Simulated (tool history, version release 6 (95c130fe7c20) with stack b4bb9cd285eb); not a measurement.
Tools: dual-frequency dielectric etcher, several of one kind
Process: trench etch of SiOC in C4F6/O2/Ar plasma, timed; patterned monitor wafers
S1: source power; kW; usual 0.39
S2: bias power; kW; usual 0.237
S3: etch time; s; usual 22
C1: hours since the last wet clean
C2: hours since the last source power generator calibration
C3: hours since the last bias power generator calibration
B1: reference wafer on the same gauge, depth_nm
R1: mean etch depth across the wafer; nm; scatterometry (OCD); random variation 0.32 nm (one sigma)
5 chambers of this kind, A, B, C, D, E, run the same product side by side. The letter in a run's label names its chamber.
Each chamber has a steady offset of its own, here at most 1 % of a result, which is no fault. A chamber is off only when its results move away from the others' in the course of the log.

{"run": "1E", "hour": 14.1, "S1": 0.39, "S2": 0.237, "S3": 22, "C1": 365.8, "C2": 1828.2, "C3": 1716.9, "B1": 58.106, "R1": 49.363}
{"hour": 22.4, "done": "chamber A: wet clean of the chamber"}
{"run": "2A", "hour": 29.7, "S1": 0.39, "S2": 0.237, "S3": 22, "C1": 7.4, "C2": 323.7, "C3": 1656.9, "B1": 58.077, "R1": 49.373}
{"run": "3D", "hour": 37.4, "S1": 0.39, "S2": 0.237, "S3": 22, "C1": 345.6, "C2": 313.4, "C3": 3166, "B1": 58.078, "R1": 49.491}
{"run": "4C", "hour": 47.3, "S1": 0.39, "S2": 0.237, "S3": 22, "C1": 325.3, "C2": 2492.3, "C3": 1086.3, "B1": 58.12, "R1": 49.678}
{"run": "5B", "hour": 58.7, "S1": 0.45, "S2": 0.237, "S3": 22, "C1": 64, "C2": 363, "C3": 1092.8, "B1": 58.055, "R1": 52.359}
{"run": "6A", "hour": 72.7, "S1": 0.45, "S2": 0.237, "S3": 22, "C1": 50.4, "C2": 366.7, "C3": 1699.9, "B1": 58.197, "R1": 52.478}
{"hour": 80.5, "done": "chamber D: wet clean of the chamber"}
{"run": "7B", "hour": 84.8, "S1": 0.45, "S2": 0.237, "S3": 22, "C1": 90.1, "C2": 389.1, "C3": 1118.9, "B1": 58.125, "R1": 52.718}
{"run": "8E", "hour": 95.7, "S1": 0.45, "S2": 0.237, "S3": 22, "C1": 447.4, "C2": 1909.8, "C3": 1798.5, "B1": 58.066, "R1": 52.479}
{"hour": 99.7, "done": "chamber E: wet clean of the chamber"}
{"run": "9D", "hour": 111.3, "S1": 0.45, "S2": 0.237, "S3": 22, "C1": 30.9, "C2": 387.3, "C3": 3239.9, "B1": 58.161, "R1": 52.157}
{"run": "10C", "hour": 125.9, "S1": 0.39, "S2": 0.237, "S3": 22, "C1": 403.9, "C2": 2570.9, "C3": 1164.9, "B1": 58.125, "R1": 50.127}
{"hour": 132.2, "done": "chamber A: bias power generator calibrated"}
{"run": "11C", "hour": 138.9, "S1": 0.39, "S2": 0.237, "S3": 22, "C1": 416.9, "C2": 2583.9, "C3": 1177.9, "B1": 58.12, "R1": 49.694}
{"run": "12A", "hour": 152.9, "S1": 0.39, "S2": 0.237, "S3": 22, "C1": 130.6, "C2": 446.9, "C3": 20.8, "B1": 58.004, "R1": 49.622}
{"run": "13E", "hour": 165.1, "S1": 0.39, "S2": 0.237, "S3": 22, "C1": 65.4, "C2": 1979.2, "C3": 1867.9, "B1": 58.103, "R1": 48.885}
{"run": "14B", "hour": 177.4, "S1": 0.39, "S2": 0.237, "S3": 22, "C1": 182.7, "C2": 481.7, "C3": 1211.5, "B1": 58.042, "R1": 49.94}
{"run": "15D", "hour": 190.2, "S1": 0.39, "S2": 0.237, "S3": 22, "C1": 109.8, "C2": 466.2, "C3": 3318.8, "B1": 58.133, "R1": 49.209}
{"run": "16B", "hour": 205.6, "S1": 0.42, "S2": 0.237, "S3": 22, "C1": 210.9, "C2": 509.9, "C3": 1239.7, "B1": 58.13, "R1": 51.458}
{"run": "17A", "hour": 216.8, "S1": 0.42, "S2": 0.237, "S3": 22, "C1": 194.5, "C2": 510.8, "C3": 84.7, "B1": 57.966, "R1": 50.618}
{"run": "18C", "hour": 229.1, "S1": 0.42, "S2": 0.237, "S3": 22, "C1": 507.1, "C2": 2674.1, "C3": 1268.1, "B1": 58.071, "R1": 51.281}
{"run": "19E", "hour": 240.9, "S1": 0.42, "S2": 0.237, "S3": 22, "C1": 141.2, "C2": 2055, "C3": 1943.7, "B1": 58.066, "R1": 50.199}
{"run": "20D", "hour": 254.6, "S1": 0.42, "S2": 0.237, "S3": 22, "C1": 174.2, "C2": 530.6, "C3": 3383.2, "B1": 58.118, "R1": 50.785}
{"run": "21D", "hour": 270.3, "S1": 0.39, "S2": 0.237, "S3": 22, "C1": 189.9, "C2": 546.3, "C3": 3398.9, "B1": 58.115, "R1": 49.896}
{"run": "22C", "hour": 280.1, "S1": 0.39, "S2": 0.18, "S3": 27, "C1": 558.1, "C2": 2725.1, "C3": 1319.1, "B1": 58.169, "R1": 55.74}
{"hour": 289.1, "done": "chamber C: wet clean of the chamber"}
{"run": "23B", "hour": 292.2, "S1": 0.39, "S2": 0.18, "S3": 27, "C1": 297.5, "C2": 596.5, "C3": 1326.3, "B1": 58.127, "R1": 55.796}
{"run": "24E", "hour": 299.9, "S1": 0.39, "S2": 0.18, "S3": 27, "C1": 200.2, "C2": 2114, "C3": 2002.7, "B1": 58.152, "R1": 55.458}
{"run": "25A", "hour": 314.1, "S1": 0.39, "S2": 0.18, "S3": 27, "C1": 291.8, "C2": 608.1, "C3": 182, "B1": 58.122, "R1": 55.058}
{"run": "26D", "hour": 324.6, "S1": 0.39, "S2": 0.18, "S3": 27, "C1": 244.2, "C2": 600.6, "C3": 3453.2, "B1": 58.069, "R1": 55.242}
{"run": "27B", "hour": 337.9, "S1": 0.39, "S2": 0.237, "S3": 27.5, "C1": 343.2, "C2": 642.2, "C3": 1372, "B1": 58.128, "R1": 62.623}
{"run": "28A", "hour": 345.6, "S1": 0.39, "S2": 0.237, "S3": 27.5, "C1": 323.3, "C2": 639.6, "C3": 213.5, "B1": 58.143, "R1": 61.772}
{"hour": 345.8, "done": "chamber D: bias power generator calibrated"}
{"run": "29C", "hour": 357.4, "S1": 0.39, "S2": 0.237, "S3": 27.5, "C1": 68.4, "C2": 2802.4, "C3": 1396.4, "B1": 58.049, "R1": 62.625}
{"run": "30E", "hour": 365.0, "S1": 0.39, "S2": 0.237, "S3": 27.5, "C1": 265.3, "C2": 2179.1, "C3": 2067.8, "B1": 58.089, "R1": 61.851}
{"run": "31E", "hour": 381.6, "S1": 0.39, "S2": 0.237, "S3": 27.5, "C1": 281.9, "C2": 2195.7, "C3": 2084.4, "B1": 58.018, "R1": 61.241}
{"run": "32D", "hour": 391.4, "S1": 0.39, "S2": 0.237, "S3": 22, "C1": 311, "C2": 667.4, "C3": 45.6, "B1": 58.041, "R1": 49.644}
{"run": "33A", "hour": 405.4, "S1": 0.39, "S2": 0.237, "S3": 22, "C1": 383.1, "C2": 699.4, "C3": 273.3, "B1": 58.194, "R1": 49.004}
{"hour": 408.4, "done": "chamber B: wet clean of the chamber"}
{"run": "34B", "hour": 419.6, "S1": 0.39, "S2": 0.237, "S3": 22, "C1": 11.2, "C2": 723.9, "C3": 1453.7, "B1": 58.136, "R1": 49.621}
{"run": "35C", "hour": 432.4, "S1": 0.39, "S2": 0.237, "S3": 22, "C1": 143.4, "C2": 2877.4, "C3": 1471.4, "B1": 58.066, "R1": 50.353}
{"run": "36C", "hour": 440.1, "S1": 0.39, "S2": 0.184, "S3": 19, "C1": 151.1, "C2": 2885.1, "C3": 1479.1, "B1": 58.159, "R1": 39.623}
{"run": "37A", "hour": 452.0, "S1": 0.39, "S2": 0.184, "S3": 19, "C1": 429.7, "C2": 746, "C3": 319.9, "B1": 58.176, "R1": 39.688}
{"run": "38E", "hour": 466.2, "S1": 0.39, "S2": 0.184, "S3": 19, "C1": 366.5, "C2": 2280.3, "C3": 2169, "B1": 58.065, "R1": 39.33}
{"run": "39B", "hour": 476.6, "S1": 0.39, "S2": 0.184, "S3": 19, "C1": 68.2, "C2": 780.9, "C3": 1510.7, "B1": 58.15, "R1": 39.556}

All 5 chambers run these settings next. Forecast each chamber's results:
{"run": "40A", "hour": 488.6, "S1": 0.39, "S2": 0.237, "S3": 22, "R1": "?"}
{"run": "40B", "hour": 488.6, "S1": 0.39, "S2": 0.237, "S3": 22, "R1": "?"}
{"run": "40C", "hour": 488.6, "S1": 0.39, "S2": 0.237, "S3": 22, "R1": "?"}
{"run": "40D", "hour": 488.6, "S1": 0.39, "S2": 0.237, "S3": 22, "R1": "?"}
{"run": "40E", "hour": 488.6, "S1": 0.39, "S2": 0.237, "S3": 22, "R1": "?"}

run=40A R1=48.948
run=40B R1=49.756
run=40C R1=50.366
run=40D R1=49.702
run=40E R1=48.968
